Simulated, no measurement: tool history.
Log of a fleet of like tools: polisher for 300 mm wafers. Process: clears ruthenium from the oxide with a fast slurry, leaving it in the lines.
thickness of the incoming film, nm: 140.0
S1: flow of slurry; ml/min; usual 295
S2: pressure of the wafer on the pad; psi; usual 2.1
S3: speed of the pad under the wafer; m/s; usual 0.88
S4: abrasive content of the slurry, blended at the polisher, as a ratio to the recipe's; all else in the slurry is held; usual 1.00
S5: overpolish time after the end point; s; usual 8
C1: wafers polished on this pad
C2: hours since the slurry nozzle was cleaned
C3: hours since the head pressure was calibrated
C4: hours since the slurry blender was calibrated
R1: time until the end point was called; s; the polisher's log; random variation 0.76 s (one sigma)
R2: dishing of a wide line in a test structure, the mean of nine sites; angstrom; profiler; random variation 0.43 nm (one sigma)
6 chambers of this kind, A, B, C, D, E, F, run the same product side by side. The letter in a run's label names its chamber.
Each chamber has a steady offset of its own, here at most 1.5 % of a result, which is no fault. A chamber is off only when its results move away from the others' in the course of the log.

run	day	S1	S2	S3	S4	S5	C1	C2	C3	C4	R1	R2
1F	0.138	295	2.1	0.88	1.00	8	642	459.7	707.1	158.3	41.524	230.11
# day 0.296: chamber B: worn pad replaced by a new one
2C	0.379	295	2.1	0.88	1.00	8	1378	88.8	131.6	82.9	42.406	222.87
# day 0.500: chamber C: worn pad replaced by a new one
3E	0.504	295	2.1	0.88	1.00	8	306	139.7	924.0	200.2	41.686	228.02
# day 0.779: chamber A: slurry blender recalibrated
4A	0.779	295	2.1	0.88	1.00	8	1417	301.4	289.0	0.1	42.185	225.28
5D	0.908	295	2.1	0.88	1.00	8	553	259.4	82.0	139.6	43.393	228.45
# day 0.950: chamber A: worn pad replaced by a new one
6B	1.108	295	2.1	0.88	1.00	8	187	42.2	705.0	112.8	43.053	231.78
7F	1.342	295	2.1	0.88	1.00	8	919	488.6	736.0	187.2	41.624	218.49
# day 1.367: chamber F: slurry nozzle cleaned
8D	1.600	295	2.1	0.88	1.00	8	713	276.0	98.6	156.2	40.942	221.19
9E	1.783	295	2.1	0.88	1.00	8	600	170.4	954.7	230.9	41.526	216.54
10C	1.942	295	2.1	0.88	1.00	8	332	126.3	169.1	120.4	41.762	226.82
# day 2.050: chamber E: head pressure recalibrated
11B	2.112	295	2.1	0.88	1.00	8	418	66.3	729.1	136.9	43.881	221.90
12A	2.350	295	2.1	0.88	1.00	8	322	339.1	326.7	37.8	42.797	222.33
13F	2.496	295	2.1	1.10	0.85	8	1185	27.2	763.7	214.9	36.661	264.45
14B	2.633	295	2.1	1.10	0.85	8	538	78.8	741.6	149.4	36.805	260.59
15D	2.825	295	2.1	1.10	0.85	8	995	305.4	128.0	185.6	36.645	263.48
# day 2.904: chamber E: worn pad replaced by a new one
16C	3.042	295	2.1	1.10	0.85	8	586	152.7	195.5	146.8	36.347	265.53
# day 3.083: chamber F: worn pad replaced by a new one
17E	3.267	295	2.1	1.10	0.85	8	83	206.0	29.3	266.5	36.453	254.33
# day 3.312: chamber D: slurry nozzle cleaned
18A	3.467	295	2.1	1.10	0.85	8	579	365.9	353.5	64.6	37.973	254.81
19F	3.742	295	2.1	0.88	1.00	8	151	57.1	793.6	244.8	44.302	217.09
20A	3.946	295	2.1	0.88	1.00	8	690	377.4	365.0	76.1	43.256	220.62
21B	4.179	295	1.5	0.88	1.00	8	895	115.9	778.7	186.5	61.113	160.21
22D	4.458	295	1.5	0.88	1.00	8	1371	27.6	167.2	224.8	58.332	163.74
23E	4.588	295	1.5	0.88	1.00	8	388	237.7	61.0	298.2	60.698	168.03
# day 4.733: chamber C: slurry blender recalibrated
# day 4.750: chamber C: slurry nozzle cleaned
24C	4.825	295	1.5	0.88	1.00	8	997	1.8	238.3	2.2	58.613	160.80
# day 5.038: chamber C: worn pad replaced by a new one
25E	5.108	295	1.5	0.88	1.00	8	508	250.2	73.5	310.7	58.830	164.13
# day 5.238: chamber D: worn pad replaced by a new one
26B	5.321	295	1.5	0.88	1.00	8	1157	143.3	806.1	213.9	59.808	165.43
27A	5.475	295	2.1	0.88	1.00	8	1042	414.1	401.7	112.8	40.918	215.51
# day 5.704: chamber B: worn pad replaced by a new one
28C	5.733	295	2.8	1.16	1.00	8	160	23.6	260.1	24.0	24.332	382.60
# day 5.838: chamber B: slurry blender recalibrated
# day 5.842: chamber A: slurry blender recalibrated
29D	6.017	295	2.8	1.16	1.00	8	180	65.0	204.6	262.2	24.037	390.39
30F	6.208	295	2.8	1.16	1.00	8	719	116.3	852.8	304.0	26.707	347.40
# day 6.388: chamber E: worn pad replaced by a new one
31D	6.442	295	2.8	1.16	1.00	8	278	75.2	214.8	272.4	24.872	382.58
32C	6.679	295	2.8	1.16	1.00	8	378	46.3	282.8	46.7	23.493	380.62
33F	6.892	295	2.8	1.16	1.00	8	877	132.7	869.2	320.4	28.431	336.82
34E	7.117	295	2.1	0.88	1.00	8	168	298.4	121.7	358.9	40.914	231.25
# day 7.133: chamber A: worn pad replaced by a new one
# day 7.229: chamber D: slurry blender recalibrated
35A	7.383	295	2.1	0.88	1.00	8	58	459.9	447.5	37.0	42.265	229.90
36B	7.571	295	2.1	0.88	1.00	8	430	197.3	860.1	41.6	42.794	225.66
37D	7.779	205	2.1	0.88	1.00	8	586	107.3	246.9	13.2	42.109	224.73
38A	7.942	205	2.1	0.88	1.00	8	186	473.3	460.9	50.4	42.790	211.55
39B	8.138	205	2.1	0.88	1.00	8	561	210.9	873.7	55.2	45.516	215.82
40E	8.271	205	2.1	0.88	1.00	8	434	326.1	149.4	386.6	43.995	216.76

What goes on in this fleet: one chamber off, a drifting gauge, or nothing beyond the chambers' own small offsets? Name the chamber and the cause, if any.

Chamber F drifts away from the others.
Cause: abrasive missing from the slurry, % = 35.

Here are 4 candidates for chamber F's next run, each the usual settings with a change, their results left as question marks. Which one brings its results back in line with what the others give on the usual settings?
In line means no further than this from the other chambers' mean on the usual settings: R1 2.700 s; R2 15.00 angstrom
41F-1	8.475	290	1.9	0.80	0.95	8					?	?
41F-2	8.475	290	1.8	0.76	0.95	8					?	?
41F-3	8.475	300	2.3	0.96	1.05	8					?	?
41F-4	8.475	300	2.4	1.04	1.10	8					?	?

The other chambers' mean on the usual settings: R1 42.420 s; R2 226.13 angstrom
run	R1	R2
41F-1	66.630	150.39
41F-2	74.030	135.93
41F-3	43.217	226.63
41F-4	37.276	260.07
41F-3 brings the chamber back in line.

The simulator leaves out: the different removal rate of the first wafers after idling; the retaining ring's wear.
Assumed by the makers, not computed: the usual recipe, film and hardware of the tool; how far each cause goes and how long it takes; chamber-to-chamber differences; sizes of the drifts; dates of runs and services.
